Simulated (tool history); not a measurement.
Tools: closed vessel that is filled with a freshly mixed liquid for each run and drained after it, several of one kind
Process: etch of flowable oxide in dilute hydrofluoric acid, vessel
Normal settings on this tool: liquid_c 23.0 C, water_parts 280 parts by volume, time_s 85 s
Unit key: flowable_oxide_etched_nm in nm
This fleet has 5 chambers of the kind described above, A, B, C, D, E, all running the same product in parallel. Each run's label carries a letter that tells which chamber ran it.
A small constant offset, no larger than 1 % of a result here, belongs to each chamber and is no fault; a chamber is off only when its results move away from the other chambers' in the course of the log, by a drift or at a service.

| run | hour | liquid_c | water_parts | time_s | read-back film thickness of the flowable oxide reference wafer, read on the same gauge (nm) | flowable_oxide_etched_nm |
|---|---|---|---|---|---|---|
| 1E | 7.5 | 23.0 | 280 | 85 | 100.020 | 5.5796 |
| 2A | 16.9 | 23.0 | 280 | 85 | 100.030 | 5.5478 |
| 3C | 24.9 | 23.0 | 280 | 85 | 99.983 | 5.5818 |
| 4D | 32.5 | 23.0 | 280 | 85 | 100.010 | 5.5415 |
| 5B | 39.3 | 23.0 | 280 | 110 | 100.010 | 7.1922 |
| 6E | 50.3 | 23.0 | 280 | 110 | 99.998 | 7.2525 |
| 7B | 63.0 | 23.0 | 280 | 110 | 100.000 | 7.2006 |
| 8A | 69.5 | 23.0 | 280 | 110 | 100.010 | 7.1586 |
| 9D | 79.7 | 23.0 | 280 | 110 | 100.020 | 7.1642 |
|  | 93.2 | chamber C: hydrofluoric acid flow meter replaced |
| 10C | 93.4 | 23.0 | 280 | 85 | 99.966 | 5.5394 |
| 11B | 107.6 | 23.0 | 280 | 85 | 100.010 | 5.5960 |
| 12D | 118.7 | 19.5 | 165 | 85 | 100.000 | 9.3025 |
| 13E | 126.9 | 19.5 | 165 | 85 | 100.020 | 9.2825 |
| 14A | 138.8 | 19.5 | 165 | 85 | 99.966 | 9.0685 |
| 15C | 148.1 | 19.5 | 165 | 85 | 99.974 | 9.1163 |
| 16D | 157.1 | 19.5 | 165 | 85 | 100.020 | 9.1746 |
| 17A | 163.7 | 21.0 | 325 | 85 | 100.000 | 4.2348 |
| 18C | 171.7 | 21.0 | 325 | 85 | 99.989 | 4.2221 |
| 19E | 182.3 | 21.0 | 325 | 85 | 100.010 | 4.3345 |
| 20B | 189.1 | 21.0 | 325 | 85 | 100.020 | 4.2865 |
| 21E | 197.8 | 21.0 | 325 | 85 | 100.010 | 4.3331 |
| 22D | 209.0 | 23.0 | 280 | 85 | 99.986 | 5.5402 |
|  | 210.2 | chamber B: thermometer replaced |
| 23C | 220.5 | 23.0 | 280 | 85 | 100.030 | 5.4159 |
| 24B | 233.1 | 25.0 | 200 | 85 | 100.000 | 9.2699 |
| 25A | 245.5 | 25.0 | 200 | 85 | 100.020 | 9.0078 |
| 26E | 253.8 | 25.0 | 200 | 85 | 99.954 | 9.1495 |
| 27D | 262.3 | 25.0 | 200 | 85 | 100.000 | 9.1240 |
|  | 272.5 | chamber B: hydrofluoric acid flow meter replaced |
| 28B | 275.4 | 25.0 | 200 | 85 | 100.020 | 9.2212 |
| 29A | 282.9 | 23.0 | 280 | 85 | 99.994 | 5.5067 |
| 30C | 290.8 | 23.0 | 280 | 85 | 100.030 | 5.3527 |
| 31D | 298.8 | 23.0 | 280 | 85 | 99.938 | 5.5569 |
| 32E | 311.8 | 23.0 | 280 | 85 | 100.010 | 5.6237 |
| 33A | 319.5 | 23.0 | 280 | 85 | 100.040 | 5.5552 |

Is one chamber out of step, is the gauge drifting, or do the chambers differ by no more than their own small offsets? For an off chamber, give its letter and the likeliest cause.

It is chamber C that slowly wanders off from its peers.
What lies behind it: liquid colder than its thermometer reads (K) = 1.12.

Which of the 4 candidates below, each the usual settings with something changed and its results left as question marks, puts chamber C back in line with what the other chambers give on the usual settings?
Allowed miss from the other chambers' usual-settings mean, per result, to count as in line: flowable_oxide_etched_nm 0.0720 nm
| 34C-1 | 329.8 | 23.5 | 280 | 85 |  | ? |
| 34C-2 | 329.8 | 23.0 | 285 | 85 |  | ? |
| 34C-3 | 329.8 | 23.0 | 270 | 85 |  | ? |
| 34C-4 | 329.8 | 23.0 | 290 | 85 |  | ? |

The other chambers' mean on the usual settings: flowable_oxide_etched_nm 5.5643 nm
| run | flowable_oxide_etched_nm |
|---|---|
| 34C-1 | 5.4392 |
| 34C-2 | 5.2217 |
| 34C-3 | 5.5915 |
| 34C-4 | 5.1073 |
The right change is 34C-3: it brings the chamber back within the allowed miss of the others.

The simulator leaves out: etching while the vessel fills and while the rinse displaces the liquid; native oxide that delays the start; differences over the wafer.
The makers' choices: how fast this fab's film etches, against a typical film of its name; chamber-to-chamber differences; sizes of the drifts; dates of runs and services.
